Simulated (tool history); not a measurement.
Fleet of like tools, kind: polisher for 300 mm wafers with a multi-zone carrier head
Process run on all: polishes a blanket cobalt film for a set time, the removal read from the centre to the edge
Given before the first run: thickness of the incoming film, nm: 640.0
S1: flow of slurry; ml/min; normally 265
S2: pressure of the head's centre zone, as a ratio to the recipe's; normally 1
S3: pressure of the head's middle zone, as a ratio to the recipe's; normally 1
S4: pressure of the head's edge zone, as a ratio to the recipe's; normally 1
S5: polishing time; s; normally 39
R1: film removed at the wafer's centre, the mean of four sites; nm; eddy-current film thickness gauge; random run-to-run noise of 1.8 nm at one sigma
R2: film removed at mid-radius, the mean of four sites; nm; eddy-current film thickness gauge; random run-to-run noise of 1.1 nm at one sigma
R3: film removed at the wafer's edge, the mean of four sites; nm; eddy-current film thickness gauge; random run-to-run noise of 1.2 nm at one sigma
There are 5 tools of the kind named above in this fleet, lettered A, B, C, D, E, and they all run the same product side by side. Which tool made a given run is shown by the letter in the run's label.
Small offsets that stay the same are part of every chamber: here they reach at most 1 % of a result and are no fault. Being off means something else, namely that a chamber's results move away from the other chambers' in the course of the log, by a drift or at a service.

{"run": "1D", "hour": 9.7, "S1": 265, "S2": 1, "S3": 1, "S4": 1, "S5": 39, "R1": 133.26, "R2": 136.84, "R3": 136.46}
{"run": "2C", "hour": 18.0, "S1": 265, "S2": 1, "S3": 1, "S4": 1, "S5": 39, "R1": 137.4, "R2": 133.18, "R3": 135.6}
{"hour": 25.7, "done": "chamber E: worn pad replaced by a new one"}
{"run": "3A", "hour": 27.2, "S1": 265, "S2": 1, "S3": 1, "S4": 1, "S5": 39, "R1": 134.06, "R2": 134.9, "R3": 136.96}
{"run": "4E", "hour": 34.5, "S1": 265, "S2": 1, "S3": 1, "S4": 1, "S5": 39, "R1": 133.24, "R2": 135.46, "R3": 136.15}
{"hour": 35.7, "done": "chamber C: slurry nozzle cleaned"}
{"run": "5B", "hour": 39.8, "S1": 265, "S2": 1, "S3": 1, "S4": 1.04, "S5": 53, "R1": 181.99, "R2": 182.43, "R3": 184.3}
{"run": "6D", "hour": 46.4, "S1": 265, "S2": 1, "S3": 1, "S4": 1.04, "S5": 53, "R1": 181.48, "R2": 185.06, "R3": 189.75}
{"run": "7B", "hour": 51.9, "S1": 265, "S2": 1, "S3": 1, "S4": 1.04, "S5": 53, "R1": 181.29, "R2": 179.16, "R3": 182.11}
{"hour": 56.1, "done": "chamber B: edge zone pressure recalibrated"}
{"run": "8E", "hour": 59.1, "S1": 265, "S2": 1, "S3": 1, "S4": 1.04, "S5": 53, "R1": 178.62, "R2": 181.81, "R3": 190.08}
{"hour": 60.0, "done": "chamber C: edge zone pressure recalibrated"}
{"run": "9A", "hour": 63.6, "S1": 265, "S2": 1, "S3": 1, "S4": 1.04, "S5": 53, "R1": 183.28, "R2": 183.54, "R3": 186.83}
{"run": "10C", "hour": 70.8, "S1": 205, "S2": 1, "S3": 1, "S4": 1.08, "S5": 39, "R1": 129.64, "R2": 132.42, "R3": 137.86}
{"run": "11E", "hour": 77.9, "S1": 205, "S2": 1, "S3": 1, "S4": 1.08, "S5": 39, "R1": 129.24, "R2": 131.18, "R3": 138.89}
{"hour": 79.4, "done": "chamber A: worn pad replaced by a new one"}
{"run": "12C", "hour": 85.2, "S1": 205, "S2": 1, "S3": 1, "S4": 1.08, "S5": 39, "R1": 130.04, "R2": 129.36, "R3": 135.8}
{"run": "13D", "hour": 89.9, "S1": 205, "S2": 1, "S3": 1, "S4": 1.08, "S5": 39, "R1": 132.51, "R2": 131.04, "R3": 139.06}
{"hour": 91.9, "done": "chamber B: worn pad replaced by a new one"}
{"run": "14A", "hour": 94.3, "S1": 205, "S2": 1, "S3": 1, "S4": 1.08, "S5": 39, "R1": 129.88, "R2": 133, "R3": 137.92}
{"hour": 94.4, "done": "chamber D: worn pad replaced by a new one"}
{"run": "15B", "hour": 99.1, "S1": 265, "S2": 1, "S3": 1, "S4": 1, "S5": 39, "R1": 135.48, "R2": 131.3, "R3": 133.8}
{"hour": 99.7, "done": "chamber B: slurry nozzle cleaned"}
{"run": "16C", "hour": 103.6, "S1": 265, "S2": 1, "S3": 1, "S4": 1, "S5": 39, "R1": 135.07, "R2": 133.28, "R3": 132.36}
{"hour": 105.4, "done": "chamber E: slurry nozzle cleaned"}
{"run": "17E", "hour": 109.9, "S1": 205, "S2": 1, "S3": 0.92, "S4": 1, "S5": 39, "R1": 129.13, "R2": 123.1, "R3": 134.53}
{"run": "18B", "hour": 119.4, "S1": 205, "S2": 1, "S3": 0.92, "S4": 1, "S5": 39, "R1": 130.79, "R2": 120.57, "R3": 130.27}
{"run": "19D", "hour": 125.4, "S1": 205, "S2": 1, "S3": 0.92, "S4": 1, "S5": 39, "R1": 133.36, "R2": 122.24, "R3": 133.78}
{"run": "20A", "hour": 134.7, "S1": 205, "S2": 1, "S3": 0.92, "S4": 1, "S5": 39, "R1": 131.71, "R2": 120.44, "R3": 132.61}
{"hour": 135.3, "done": "chamber C: worn pad replaced by a new one"}
{"hour": 138.3, "done": "chamber E: centre zone pressure recalibrated"}
{"run": "21B", "hour": 144.2, "S1": 205, "S2": 1, "S3": 0.92, "S4": 1, "S5": 39, "R1": 129.71, "R2": 120.13, "R3": 132.99}
{"hour": 145.9, "done": "chamber D: edge zone pressure recalibrated"}
{"run": "22C", "hour": 150.6, "S1": 265, "S2": 1, "S3": 1, "S4": 1, "S5": 39, "R1": 137.71, "R2": 134.08, "R3": 134.05}
{"hour": 152.7, "done": "chamber D: centre zone pressure recalibrated"}
{"run": "23E", "hour": 158.3, "S1": 265, "S2": 1, "S3": 1, "S4": 1, "S5": 39, "R1": 133.65, "R2": 136.21, "R3": 136.48}
{"hour": 162.5, "done": "chamber A: worn pad replaced by a new one"}
{"run": "24A", "hour": 165.1, "S1": 265, "S2": 1, "S3": 1, "S4": 1, "S5": 39, "R1": 135.79, "R2": 137.46, "R3": 137.14}
{"hour": 166.3, "done": "chamber A: slurry nozzle cleaned"}
{"hour": 171.5, "done": "chamber E: worn pad replaced by a new one"}
{"run": "25D", "hour": 171.7, "S1": 265, "S2": 1, "S3": 1, "S4": 1, "S5": 39, "R1": 134.41, "R2": 134.66, "R3": 136.4}
{"hour": 177.0, "done": "chamber B: centre zone pressure recalibrated"}
{"run": "26E", "hour": 179.2, "S1": 265, "S2": 1, "S3": 1, "S4": 1, "S5": 39, "R1": 137.04, "R2": 135.36, "R3": 134.98}
{"run": "27C", "hour": 186.5, "S1": 265, "S2": 1, "S3": 1, "S4": 1, "S5": 39, "R1": 135.71, "R2": 133.42, "R3": 133.71}
{"run": "28B", "hour": 192.8, "S1": 265, "S2": 1, "S3": 1, "S4": 1, "S5": 39, "R1": 143.8, "R2": 134.51, "R3": 135.39}
{"run": "29D", "hour": 201.2, "S1": 265, "S2": 1, "S3": 1, "S4": 1, "S5": 39, "R1": 135.37, "R2": 133.6, "R3": 134.33}
{"run": "30A", "hour": 208.0, "S1": 265, "S2": 1, "S3": 1, "S4": 0.9, "S5": 49, "R1": 168.83, "R2": 170.33, "R3": 158.14}
{"run": "31C", "hour": 214.6, "S1": 265, "S2": 1, "S3": 1, "S4": 0.9, "S5": 49, "R1": 167.35, "R2": 169.05, "R3": 156.14}
{"hour": 222.5, "done": "chamber B: worn pad replaced by a new one"}
{"run": "32B", "hour": 223.5, "S1": 265, "S2": 1, "S3": 1, "S4": 0.9, "S5": 49, "R1": 186.23, "R2": 170.28, "R3": 158.67}
{"hour": 224.2, "done": "chamber D: worn pad replaced by a new one"}
{"run": "33D", "hour": 228.6, "S1": 265, "S2": 1, "S3": 1, "S4": 0.9, "S5": 49, "R1": 163.01, "R2": 169.97, "R3": 160.87}
{"run": "34A", "hour": 237.8, "S1": 265, "S2": 1, "S3": 1, "S4": 0.9, "S5": 49, "R1": 169.52, "R2": 166.58, "R3": 162.63}
{"run": "35E", "hour": 244.1, "S1": 265, "S2": 1, "S3": 1, "S4": 1, "S5": 39, "R1": 136.21, "R2": 134.03, "R3": 136.06}
{"hour": 244.4, "done": "chamber A: worn pad replaced by a new one"}
{"run": "36B", "hour": 249.2, "S1": 265, "S2": 1, "S3": 1, "S4": 1, "S5": 39, "R1": 143.49, "R2": 133.87, "R3": 133.95}
{"run": "37E", "hour": 254.3, "S1": 265, "S2": 1, "S3": 1, "S4": 1, "S5": 39, "R1": 134.31, "R2": 137.76, "R3": 136.58}
{"hour": 261.8, "done": "chamber C: worn pad replaced by a new one"}
{"run": "38C", "hour": 263.4, "S1": 265, "S2": 1, "S3": 1, "S4": 1, "S5": 39, "R1": 134.97, "R2": 134.28, "R3": 134.21}
{"run": "39A", "hour": 272.9, "S1": 265, "S2": 1, "S3": 1, "S4": 1, "S5": 39, "R1": 134.65, "R2": 135.18, "R3": 136.07}
{"run": "40D", "hour": 281.0, "S1": 265, "S2": 1, "S3": 1.04, "S4": 1, "S5": 39, "R1": 133.45, "R2": 140.51, "R3": 135.6}

Does one chamber stand apart from the rest, does the shared gauge drift, or is all well apart from small per-chamber offsets? Give the chamber and the most likely cause, where there is one.

The work done on chamber B during a service left it standing apart from the others.
Most likely cause: centre zone's pressure above its setpoint, % = 7.69.

Which of the 4 candidates below, each the usual settings with something changed and its results left as question marks, puts chamber B back in line with what the other chambers give on the usual settings?
In line here means within this much of the mean the other chambers give on the usual settings: R1 6.1 nm; R2 3.9 nm; R3 4.1 nm
{"run": "41B-1", "hour": 288.1, "S1": 270, "S2": 1.07, "S3": 0.99, "S4": 0.97, "S5": 39, "R1": "?", "R2": "?", "R3": "?"}
{"run": "41B-2", "hour": 288.1, "S1": 260, "S2": 0.93, "S3": 1.01, "S4": 1.03, "S5": 39, "R1": "?", "R2": "?", "R3": "?"}
{"run": "41B-3", "hour": 288.1, "S1": 255, "S2": 0.86, "S3": 1.02, "S4": 1.05, "S5": 39, "R1": "?", "R2": "?", "R3": "?"}
{"run": "41B-4", "hour": 288.1, "S1": 275, "S2": 1.14, "S3": 0.98, "S4": 0.95, "S5": 39, "R1": "?", "R2": "?", "R3": "?"}

Mean of the other chambers on the usual settings: R1 134.91 nm; R2 134.98 nm; R3 135.72 nm
run=41B-1 R1=157.31 R2=133.02 R3=132.38
run=41B-2 R1=134.37 R2=135.02 R3=136.06
run=41B-3 R1=122.97 R2=136 R3=137.18
run=41B-4 R1=168.84 R2=131.99 R3=131.22
41B-2 brings the chamber back in line.
